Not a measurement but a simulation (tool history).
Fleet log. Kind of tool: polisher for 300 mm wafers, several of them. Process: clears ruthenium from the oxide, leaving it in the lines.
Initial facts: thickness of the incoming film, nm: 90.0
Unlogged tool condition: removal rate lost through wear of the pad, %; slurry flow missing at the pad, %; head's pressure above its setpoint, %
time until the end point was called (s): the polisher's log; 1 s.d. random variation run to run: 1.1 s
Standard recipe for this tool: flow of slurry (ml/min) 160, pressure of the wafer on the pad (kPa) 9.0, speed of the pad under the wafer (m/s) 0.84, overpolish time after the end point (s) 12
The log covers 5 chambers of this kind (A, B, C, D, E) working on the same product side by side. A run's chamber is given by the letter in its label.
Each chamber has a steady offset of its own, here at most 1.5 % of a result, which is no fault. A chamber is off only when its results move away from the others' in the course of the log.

run	hour	flow of slurry (ml/min)	pressure of the wafer on the pad (kPa)	speed of the pad under the wafer (m/s)	overpolish time after the end point (s)	wafers polished on this pad	hours since the slurry nozzle was cleaned	hours since the head pressure was calibrated	time until the end point was called (s)
# hour 1.1: chamber A: worn pad replaced by a new one
# hour 7.1: chamber D: head pressure recalibrated
1C	8.4	160	9.0	0.84	12	409	267.2	209.9	131.54
2A	19.0	160	9.0	0.84	12	79	67.7	1326.4	132.37
3B	28.4	160	9.0	0.84	12	530	488.1	992.6	130.75
# hour 29.6: chamber D: worn pad replaced by a new one
4D	42.2	160	9.0	0.84	12	56	391.4	35.1	130.37
# hour 47.8: chamber D: slurry nozzle cleaned
# hour 53.1: chamber B: slurry nozzle cleaned
5E	56.2	160	9.0	0.84	12	378	78.4	437.6	130.38
6B	70.6	160	9.0	0.84	12	718	17.6	1034.8	128.86
7D	77.2	160	9.0	0.84	12	212	29.5	70.1	131.35
8E	88.9	160	9.0	0.84	12	523	111.1	470.3	132.15
9A	100.8	160	9.0	0.84	12	444	149.5	1408.2	130.53
10C	110.4	160	9.0	0.84	12	864	369.2	311.9	129.86
11E	118.3	160	9.0	0.84	12	654	140.5	499.7	133.01
12A	131.2	160	9.0	0.84	12	580	179.9	1438.6	130.16
13B	140.3	160	9.0	0.84	12	1029	87.3	1104.5	130.93
# hour 155.0: chamber A: worn pad replaced by a new one
14D	155.2	160	9.0	0.84	12	560	107.5	148.1	132.35
15C	164.4	160	9.0	0.84	7	1104	423.2	365.9	133.67
16E	173.2	160	9.0	0.84	7	899	195.4	554.6	131.64
# hour 178.0: chamber A: head pressure recalibrated
17D	186.8	160	9.0	0.84	7	700	139.1	179.7	129.52
18B	198.9	160	9.0	0.84	7	1290	145.9	1163.1	130.71
# hour 201.8: chamber E: worn pad replaced by a new one
# hour 208.1: chamber B: worn pad replaced by a new one
19A	211.7	160	9.0	0.84	7	253	260.4	33.8	132.67
20C	226.3	160	9.0	0.84	12	1380	485.1	427.8	133.60
# hour 233.1: chamber C: slurry nozzle cleaned
21A	236.0	160	9.0	0.84	12	361	284.7	58.1	130.04
22C	249.0	160	9.0	0.84	12	1481	16.0	450.5	135.35
23D	256.7	160	9.0	0.84	12	1012	209.0	249.6	132.78
24E	269.3	160	9.0	0.84	12	301	291.5	650.7	132.95
# hour 277.4: chamber D: worn pad replaced by a new one
25B	282.3	160	9.0	0.84	12	330	229.3	1246.5	131.04
# hour 286.1: chamber A: worn pad replaced by a new one
26D	292.0	130	9.0	0.84	7	65	244.3	284.9	133.64
27B	299.5	130	9.0	0.84	7	407	246.5	1263.7	135.23
# hour 302.0: chamber D: head pressure recalibrated
28E	309.3	130	9.0	0.84	7	479	331.5	690.7	136.58
29C	319.3	130	9.0	0.84	7	1795	86.3	520.8	141.94
30A	332.6	130	9.0	0.84	7	207	381.3	154.7	133.84
# hour 333.3: chamber E: slurry nozzle cleaned
31D	345.5	160	9.0	0.84	12	303	297.8	43.6	130.04
32C	360.4	160	9.0	0.84	12	1978	127.4	561.9	136.89
33A	367.1	160	9.0	0.84	12	361	415.8	189.2	130.23
# hour 371.8: chamber D: slurry nozzle cleaned
34B	380.9	160	9.0	0.84	12	770	327.9	1345.1	131.24
35E	395.6	160	9.0	0.84	12	864	62.3	777.0	132.90
36C	408.2	160	9.0	0.84	12	2191	175.2	609.7	137.41
37E	422.8	160	9.0	0.84	12	985	89.5	804.2	131.49
# hour 423.5: chamber A: worn pad replaced by a new one
38D	433.8	160	9.0	0.84	12	697	62.0	131.9	132.01
# hour 440.2: chamber B: head pressure recalibrated
39A	444.8	160	9.0	0.84	12	95	493.5	266.9	129.70
40B	458.5	160	9.0	0.84	12	1116	405.5	18.4	129.46

Is one chamber out of step, is the gauge drifting, or do the chambers differ by no more than their own small offsets? For an off chamber, give its letter and the likeliest cause.

One chamber, C, drifts off from the rest bit by bit.
Likeliest cause: removal rate lost through wear of the pad, % = 5.31.
The log may not tell that from: head's pressure below its setpoint, %.

Here are 4 candidates for chamber C's next run, each the usual settings with a change, their results left as question marks. Which one brings its results back in line with what the others give on the usual settings?
A result is in line if it is within this distance of the other chambers' mean on the usual settings: time until the end point was called (s) 4.00
41C-1	469.3	160	8.3	0.82	12				?
41C-2	469.3	160	9.0	0.90	12				?
41C-3	469.3	110	9.0	0.84	12				?
41C-4	469.3	165	9.0	0.94	12				?

Other chambers, usual settings, mean: time until the end point was called (s) 130.92
run	time until the end point was called (s)
41C-1	154.37
41C-2	129.66
41C-3	149.20
41C-4	123.52
41C-2 is the one that brings the chamber's results back in line with the other chambers.
